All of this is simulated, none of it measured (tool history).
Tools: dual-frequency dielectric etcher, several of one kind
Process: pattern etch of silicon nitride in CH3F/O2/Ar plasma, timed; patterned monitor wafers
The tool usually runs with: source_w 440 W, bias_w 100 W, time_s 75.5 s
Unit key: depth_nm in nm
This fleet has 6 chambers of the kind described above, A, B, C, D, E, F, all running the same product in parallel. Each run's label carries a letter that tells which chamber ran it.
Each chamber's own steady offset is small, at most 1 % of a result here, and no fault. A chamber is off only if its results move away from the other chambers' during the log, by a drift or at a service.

| run | hour | source_w | bias_w | time_s | read-back reference wafer on the same gauge, depth_nm | depth_nm |
|---|---|---|---|---|---|---|
| 1E | 7.4 | 440 | 100 | 75.5 | 51.345 | 61.180 |
| 2F | 13.4 | 440 | 100 | 75.5 | 51.343 | 61.394 |
| 3D | 20.6 | 440 | 100 | 75.5 | 51.461 | 61.671 |
| 4B | 25.0 | 440 | 100 | 75.5 | 51.406 | 61.543 |
| 5C | 32.0 | 440 | 100 | 75.5 | 51.375 | 60.826 |
| 6A | 37.5 | 440 | 100 | 75.5 | 51.368 | 62.046 |
| 7B | 42.8 | 400 | 100 | 65.5 | 51.448 | 51.591 |
| 8E | 50.2 | 400 | 100 | 65.5 | 51.353 | 51.196 |
| 9C | 54.5 | 400 | 100 | 65.5 | 51.340 | 50.803 |
| 10D | 59.9 | 400 | 100 | 65.5 | 51.431 | 52.048 |
| 11A | 67.1 | 400 | 100 | 65.5 | 51.397 | 51.814 |
| 12F | 71.3 | 400 | 100 | 65.5 | 51.449 | 51.485 |
| 13D | 77.6 | 440 | 100 | 75.5 | 51.358 | 62.381 |
| 14B | 82.9 | 440 | 100 | 75.5 | 51.430 | 61.397 |
| 15E | 91.6 | 440 | 100 | 75.5 | 51.417 | 61.312 |
|  | 92.8 | chamber B: wet clean of the chamber |
| 16A | 98.5 | 500 | 100 | 75.5 | 51.312 | 64.235 |
| 17C | 107.2 | 500 | 100 | 75.5 | 51.407 | 64.552 |
| 18F | 115.6 | 500 | 100 | 75.5 | 51.323 | 64.814 |
| 19B | 123.3 | 500 | 100 | 75.5 | 51.406 | 64.588 |
| 20E | 130.8 | 500 | 100 | 75.5 | 51.377 | 63.656 |
| 21F | 134.9 | 500 | 100 | 75.5 | 51.401 | 64.732 |
| 22A | 141.9 | 440 | 100 | 75.5 | 51.374 | 61.401 |
| 23C | 147.9 | 440 | 100 | 65.5 | 51.368 | 52.655 |
| 24D | 157.0 | 440 | 100 | 65.5 | 51.413 | 53.659 |
| 25A | 162.7 | 440 | 100 | 65.5 | 51.391 | 53.614 |
|  | 164.4 | chamber A: wet clean of the chamber |
| 26E | 168.1 | 440 | 100 | 65.5 | 51.321 | 51.764 |
| 27D | 175.8 | 440 | 100 | 65.5 | 51.371 | 54.094 |
| 28C | 183.1 | 440 | 100 | 65.5 | 51.433 | 53.237 |
| 29F | 192.0 | 440 | 100 | 75.5 | 51.431 | 61.090 |
| 30B | 199.4 | 440 | 100 | 75.5 | 51.387 | 62.078 |
| 31D | 203.9 | 440 | 100 | 75.5 | 51.477 | 61.397 |
| 32C | 210.2 | 440 | 100 | 75.5 | 51.396 | 61.437 |
| 33E | 219.3 | 440 | 100 | 75.5 | 51.393 | 59.178 |
| 34A | 225.0 | 440 | 100 | 75.5 | 51.373 | 61.877 |
| 35B | 233.1 | 440 | 100 | 75.5 | 51.403 | 61.651 |
|  | 236.8 | chamber F: wet clean of the chamber |
| 36F | 240.8 | 440 | 100 | 62.0 | 51.475 | 50.657 |
| 37F | 246.3 | 440 | 100 | 62.0 | 51.409 | 50.756 |
| 38A | 252.9 | 440 | 100 | 62.0 | 51.476 | 50.982 |
| 39B | 257.3 | 440 | 100 | 62.0 | 51.374 | 50.577 |
| 40E | 265.6 | 440 | 100 | 62.0 | 51.419 | 48.591 |
|  | 268.0 | chamber D: wet clean of the chamber |
| 41C | 271.6 | 440 | 100 | 62.0 | 51.340 | 50.322 |
| 42D | 276.4 | 440 | 100 | 75.5 | 51.356 | 62.214 |
| 43F | 283.4 | 440 | 100 | 75.5 | 51.375 | 61.281 |

Does one chamber stand apart from the rest, does the shared gauge drift, or is all well apart from small per-chamber offsets? Give the chamber and the most likely cause, where there is one.

It is chamber E that slowly wanders off from its peers.
What lies behind it: etch rate under this chamber's usual, % = 4.45.

Below are 4 candidate recipes for chamber E's next run, each the usual settings with a change, their results shown as question marks. Which of them brings E's results back in line with what the other chambers give on the usual settings?
Counts as in line when no further than this from what the other chambers average on the usual settings: depth_nm 1.100 nm
| 44E-1 | 290.0 | 440 | 101 | 78.5 |  | ? |
| 44E-2 | 290.0 | 440 | 99 | 72.5 |  | ? |
| 44E-3 | 290.0 | 450 | 102 | 75.5 |  | ? |
| 44E-4 | 290.0 | 420 | 100 | 75.5 |  | ? |

What the other chambers average on the usual settings: depth_nm 61.605 nm
| run | depth_nm |
|---|---|
| 44E-1 | 60.928 |
| 44E-2 | 55.864 |
| 44E-3 | 59.304 |
| 44E-4 | 57.384 |
The right change is 44E-1: it brings the chamber back within the allowed miss of the others.

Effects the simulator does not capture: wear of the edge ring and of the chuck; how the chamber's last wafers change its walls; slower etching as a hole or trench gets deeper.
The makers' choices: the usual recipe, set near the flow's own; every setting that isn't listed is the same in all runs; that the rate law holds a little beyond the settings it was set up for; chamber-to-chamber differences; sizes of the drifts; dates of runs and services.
